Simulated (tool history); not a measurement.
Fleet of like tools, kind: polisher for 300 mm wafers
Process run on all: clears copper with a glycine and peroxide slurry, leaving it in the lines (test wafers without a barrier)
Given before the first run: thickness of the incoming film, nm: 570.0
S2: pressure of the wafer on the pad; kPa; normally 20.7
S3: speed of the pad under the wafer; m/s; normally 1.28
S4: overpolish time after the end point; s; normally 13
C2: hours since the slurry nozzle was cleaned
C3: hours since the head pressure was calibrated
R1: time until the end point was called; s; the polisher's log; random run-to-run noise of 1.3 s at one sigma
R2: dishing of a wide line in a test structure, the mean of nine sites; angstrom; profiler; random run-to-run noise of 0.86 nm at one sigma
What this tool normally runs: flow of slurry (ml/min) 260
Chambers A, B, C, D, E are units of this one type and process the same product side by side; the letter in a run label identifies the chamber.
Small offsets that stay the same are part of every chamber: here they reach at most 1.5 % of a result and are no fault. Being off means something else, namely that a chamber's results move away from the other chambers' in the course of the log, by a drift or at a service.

Run 1C, hour 6.9: usual settings; wafers polished on this pad 650; C2 506.7; C3 618.3. Result: R1 88.426 s, R2 579.37 angstrom.
At hour 10.6: chamber C: head pressure recalibrated.
At hour 16.6: chamber C: worn pad replaced by a new one.
Run 2E, hour 18.3: usual settings; wafers polished on this pad 165; C2 359.7; C3 253.0. Result: R1 85.799 s, R2 572.36 angstrom.
At hour 21.7: chamber B: worn pad replaced by a new one.
Run 3D, hour 27.0: usual settings; wafers polished on this pad 627; C2 210.9; C3 196.3. Result: R1 86.047 s, R2 576.67 angstrom.
Run 4A, hour 38.7: usual settings; wafers polished on this pad 1024; C2 378.1; C3 738.7. Result: R1 86.033 s, R2 570.24 angstrom.
At hour 42.5: chamber A: head pressure recalibrated.
Run 5B, hour 44.0: usual settings; wafers polished on this pad 138; C2 296.4; C3 1065.2. Result: R1 88.055 s, R2 565.73 angstrom.
At hour 46.0: chamber D: worn pad replaced by a new one.
At hour 51.0: chamber A: slurry nozzle cleaned.
At hour 51.8: chamber C: slurry nozzle cleaned.
Run 6A, hour 52.1: usual settings; wafers polished on this pad 1107; C2 1.2; C3 9.7. Result: R1 84.250 s, R2 569.53 angstrom.
Run 7C, hour 63.5: usual settings; wafers polished on this pad 290; C2 11.7; C3 52.9. Result: R1 86.167 s, R2 572.82 angstrom.
At hour 65.5: chamber A: worn pad replaced by a new one.
Run 8B, hour 72.7: usual settings but S3 1.02 m/s; wafers polished on this pad 315; C2 325.1; C3 1093.9. Result: R1 103.500 s, R2 483.95 angstrom.
At hour 74.6: chamber B: head pressure recalibrated.
Run 9E, hour 80.5: usual settings but S3 1.02 m/s; wafers polished on this pad 550; C2 421.9; C3 315.2. Result: R1 106.480 s, R2 474.33 angstrom.
Run 10D, hour 88.6: usual settings but S3 1.02 m/s; wafers polished on this pad 263; C2 272.5; C3 257.9. Result: R1 107.260 s, R2 482.14 angstrom.
Run 11B, hour 97.7: usual settings but S3 1.02 m/s; wafers polished on this pad 470; C2 350.1; C3 23.2. Result: R1 104.910 s, R2 487.01 angstrom.
Run 12C, hour 104.4: usual settings but S3 1.02 m/s; wafers polished on this pad 542; C2 52.6; C3 93.8. Result: R1 103.350 s, R2 489.87 angstrom.
Run 13A, hour 114.6: usual settings but flow of slurry (ml/min) 335, S2 26.2 kPa; wafers polished on this pad 303; C2 63.7; C3 72.2. Result: R1 69.332 s, R2 687.66 angstrom.
Run 14E, hour 122.1: usual settings but flow of slurry (ml/min) 335, S2 26.2 kPa; wafers polished on this pad 807; C2 463.5; C3 356.8. Result: R1 68.967 s, R2 708.05 angstrom.
At hour 123.8: chamber C: worn pad replaced by a new one.
Run 15D, hour 131.3: usual settings but flow of slurry (ml/min) 335, S2 26.2 kPa; wafers polished on this pad 527; C2 315.2; C3 300.6. Result: R1 71.933 s, R2 702.17 angstrom.
Run 16A, hour 138.8: usual settings but flow of slurry (ml/min) 335, S2 26.2 kPa; wafers polished on this pad 453; C2 87.9; C3 96.4. Result: R1 67.874 s, R2 688.88 angstrom.
At hour 143.5: chamber D: worn pad replaced by a new one.
Run 17B, hour 145.5: usual settings but flow of slurry (ml/min) 335, S2 26.2 kPa; wafers polished on this pad 765; C2 397.9; C3 71.0. Result: R1 69.615 s, R2 700.30 angstrom.
Run 18E, hour 155.3: usual settings; wafers polished on this pad 1012; C2 496.7; C3 390.0. Result: R1 87.542 s, R2 586.02 angstrom.
Run 19C, hour 165.8: usual settings; wafers polished on this pad 259; C2 114.0; C3 155.2. Result: R1 87.469 s, R2 575.10 angstrom.
At hour 172.3: chamber D: head pressure recalibrated.
Run 20D, hour 175.8: usual settings but S3 1.08 m/s; wafers polished on this pad 200; C2 359.7; C3 3.6. Result: R1 98.154 s, R2 490.73 angstrom.
Run 21B, hour 187.4: usual settings but S3 1.08 m/s; wafers polished on this pad 1024; C2 439.8; C3 112.9. Result: R1 100.650 s, R2 498.34 angstrom.
Run 22E, hour 194.7: usual settings but S3 1.08 m/s; wafers polished on this pad 1256; C2 536.1; C3 429.4. Result: R1 101.340 s, R2 501.15 angstrom.
Run 23D, hour 200.0: usual settings but S3 1.08 m/s; wafers polished on this pad 349; C2 383.9; C3 27.8. Result: R1 102.680 s, R2 504.26 angstrom.
At hour 201.7: chamber E: worn pad replaced by a new one.
Run 24A, hour 206.7: usual settings but S3 1.08 m/s; wafers polished on this pad 873; C2 155.8; C3 164.3. Result: R1 98.073 s, R2 508.48 angstrom.
Run 25C, hour 217.0: usual settings; wafers polished on this pad 576; C2 165.2; C3 206.4. Result: R1 85.411 s, R2 556.09 angstrom.
Run 26B, hour 225.2: usual settings; wafers polished on this pad 1258; C2 477.6; C3 150.7. Result: R1 84.109 s, R2 588.03 angstrom.
At hour 227.8: chamber B: worn pad replaced by a new one.
At hour 228.5: chamber E: slurry nozzle cleaned.
At hour 232.8: chamber C: worn pad replaced by a new one.
Run 27E, hour 234.1: usual settings but flow of slurry (ml/min) 225, S2 17.9 kPa; wafers polished on this pad 200; C2 5.7; C3 468.8. Result: R1 99.233 s, R2 493.34 angstrom.
Run 28D, hour 241.9: usual settings but flow of slurry (ml/min) 225, S2 17.9 kPa; wafers polished on this pad 608; C2 425.8; C3 69.7. Result: R1 101.400 s, R2 486.50 angstrom.
Run 29C, hour 247.3: usual settings but flow of slurry (ml/min) 225, S2 17.9 kPa; wafers polished on this pad 89; C2 195.5; C3 236.7. Result: R1 98.523 s, R2 511.42 angstrom.
At hour 250.5: chamber A: worn pad replaced by a new one.
Run 30A, hour 253.7: usual settings but flow of slurry (ml/min) 225, S2 17.9 kPa; wafers polished on this pad 19; C2 202.8; C3 211.3. Result: R1 96.298 s, R2 495.27 angstrom.
At hour 261.3: chamber D: worn pad replaced by a new one.
Run 31B, hour 261.8: usual settings but flow of slurry (ml/min) 225, S2 17.9 kPa; wafers polished on this pad 210; C2 514.2; C3 187.3. Result: R1 98.227 s, R2 512.34 angstrom.
Run 32C, hour 273.0: usual settings; wafers polished on this pad 248; C2 221.2; C3 262.4. Result: R1 84.354 s, R2 564.12 angstrom.
Run 33D, hour 279.9: usual settings; wafers polished on this pad 115; C2 463.8; C3 107.7. Result: R1 85.411 s, R2 558.82 angstrom.
Run 34E, hour 288.2: usual settings; wafers polished on this pad 535; C2 59.8; C3 522.9. Result: R1 88.508 s, R2 556.51 angstrom.
Run 35A, hour 293.8: usual settings but flow of slurry (ml/min) 190, S2 17.2 kPa; wafers polished on this pad 267; C2 242.9; C3 251.4. Result: R1 102.140 s, R2 480.77 angstrom.
Run 36E, hour 303.7: usual settings but flow of slurry (ml/min) 190, S2 17.2 kPa; wafers polished on this pad 630; C2 75.3; C3 538.4. Result: R1 107.980 s, R2 479.75 angstrom.
Run 37D, hour 311.9: usual settings but flow of slurry (ml/min) 190, S2 17.2 kPa; wafers polished on this pad 313; C2 495.8; C3 139.7. Result: R1 106.590 s, R2 478.67 angstrom.
Run 38A, hour 322.8: usual settings but flow of slurry (ml/min) 190, S2 17.2 kPa; wafers polished on this pad 446; C2 271.9; C3 280.4. Result: R1 106.090 s, R2 486.43 angstrom.

Does one chamber stand apart from the rest, does the shared gauge drift, or is all well apart from small per-chamber offsets? Give the chamber and the most likely cause, where there is one.

Beyond each chamber's small constant offset nothing stands out, and the gauge stays steady.
